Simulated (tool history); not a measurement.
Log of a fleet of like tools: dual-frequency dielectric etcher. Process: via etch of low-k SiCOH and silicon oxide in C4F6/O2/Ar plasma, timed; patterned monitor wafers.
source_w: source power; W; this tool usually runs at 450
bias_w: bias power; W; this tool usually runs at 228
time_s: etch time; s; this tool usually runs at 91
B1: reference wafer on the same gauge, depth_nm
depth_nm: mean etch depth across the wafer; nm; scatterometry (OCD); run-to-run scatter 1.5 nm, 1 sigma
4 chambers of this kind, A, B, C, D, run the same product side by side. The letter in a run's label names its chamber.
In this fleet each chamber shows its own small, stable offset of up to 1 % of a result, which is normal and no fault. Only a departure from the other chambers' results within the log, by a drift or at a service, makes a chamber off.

Run 1C, hour 4.1: usual settings; B1 336.2. Result: depth_nm 284.37 nm.
Run 2B, hour 9.6: usual settings; B1 336.11. Result: depth_nm 290.97 nm.
Run 3A, hour 13.2: usual settings; B1 336.02. Result: depth_nm 287.06 nm.
Run 4D, hour 20.3: usual settings; B1 335.56. Result: depth_nm 287.45 nm.
Run 5A, hour 23.4: usual settings; B1 336.49. Result: depth_nm 285.82 nm.
Run 6D, hour 30.4: usual settings; B1 336.43. Result: depth_nm 284.95 nm.
Run 7C, hour 37.1: usual settings but bias_w 176 W; B1 335.74. Result: depth_nm 264.52 nm.
Run 8B, hour 40.8: usual settings but bias_w 176 W; B1 336.16. Result: depth_nm 268.16 nm.
Run 9D, hour 46: usual settings but bias_w 176 W; B1 336.27. Result: depth_nm 264.03 nm.
Run 10A, hour 51.5: usual settings but bias_w 176 W; B1 335.87. Result: depth_nm 264.9 nm.
At hour 53.3: chamber D: wet clean of the chamber.
Run 11B, hour 58.1: usual settings; B1 335.88. Result: depth_nm 291.94 nm.
Run 12C, hour 62: usual settings; B1 336.01. Result: depth_nm 282.47 nm.
At hour 64.9: chamber B: wet clean of the chamber.
Run 13C, hour 65.3: usual settings but time_s 70 s; B1 336.24. Result: depth_nm 216.25 nm.
Run 14D, hour 71.2: usual settings but time_s 70 s; B1 335.61. Result: depth_nm 220.33 nm.
Run 15A, hour 77.6: usual settings but time_s 70 s; B1 335.32. Result: depth_nm 221.61 nm.
Run 16B, hour 81: usual settings but time_s 70 s; B1 335.88. Result: depth_nm 212.38 nm.
Run 17D, hour 87.1: usual settings; B1 335.92. Result: depth_nm 287.9 nm.
Run 18C, hour 90.2: usual settings; B1 336.38. Result: depth_nm 282.06 nm.
Run 19B, hour 95.1: usual settings; B1 335.98. Result: depth_nm 276.84 nm.
Run 20A, hour 100.5: usual settings; B1 335.62. Result: depth_nm 287.46 nm.
Run 21C, hour 106.4: usual settings; B1 335.88. Result: depth_nm 282.97 nm.
At hour 110.2: chamber D: bias power generator calibrated.
Run 22B, hour 111.4: usual settings; B1 335.63. Result: depth_nm 273.55 nm.
Run 23D, hour 116.8: usual settings; B1 335.95. Result: depth_nm 283.09 nm.
Run 24A, hour 121.1: usual settings; B1 335.97. Result: depth_nm 285.58 nm.
Run 25C, hour 126.3: usual settings; B1 335.83. Result: depth_nm 285.02 nm.
Run 26B, hour 129.8: usual settings; B1 335.86. Result: depth_nm 276.78 nm.
Run 27D, hour 135.7: usual settings; B1 336.22. Result: depth_nm 285.25 nm.
Run 28A, hour 142.3: usual settings; B1 336. Result: depth_nm 289.52 nm.
Run 29C, hour 147.9: usual settings; B1 335.75. Result: depth_nm 286.52 nm.
Run 30A, hour 151.1: usual settings; B1 335.96. Result: depth_nm 286.22 nm.
Run 31D, hour 156.7: usual settings; B1 336.51. Result: depth_nm 288.25 nm.
At hour 156.8: chamber B: source power generator calibrated.
Run 32B, hour 160.6: usual settings; B1 336.31. Result: depth_nm 276.86 nm.
Run 33A, hour 164.9: usual settings; B1 336.02. Result: depth_nm 284.21 nm.
Run 34D, hour 168.3: usual settings; B1 336.08. Result: depth_nm 288.68 nm.

Each of the 4 chambers runs these same settings next. Fill in every chamber's results:
Run 35A, hour 173.5: usual settings. Result: depth_nm ?.
Run 35B, hour 173.5: usual settings. Result: depth_nm ?.
Run 35C, hour 173.5: usual settings. Result: depth_nm ?.
Run 35D, hour 173.5: usual settings. Result: depth_nm ?.

run  depth_nm
35A    283.84
35B    275.55
35C    282.94
35D    288.38

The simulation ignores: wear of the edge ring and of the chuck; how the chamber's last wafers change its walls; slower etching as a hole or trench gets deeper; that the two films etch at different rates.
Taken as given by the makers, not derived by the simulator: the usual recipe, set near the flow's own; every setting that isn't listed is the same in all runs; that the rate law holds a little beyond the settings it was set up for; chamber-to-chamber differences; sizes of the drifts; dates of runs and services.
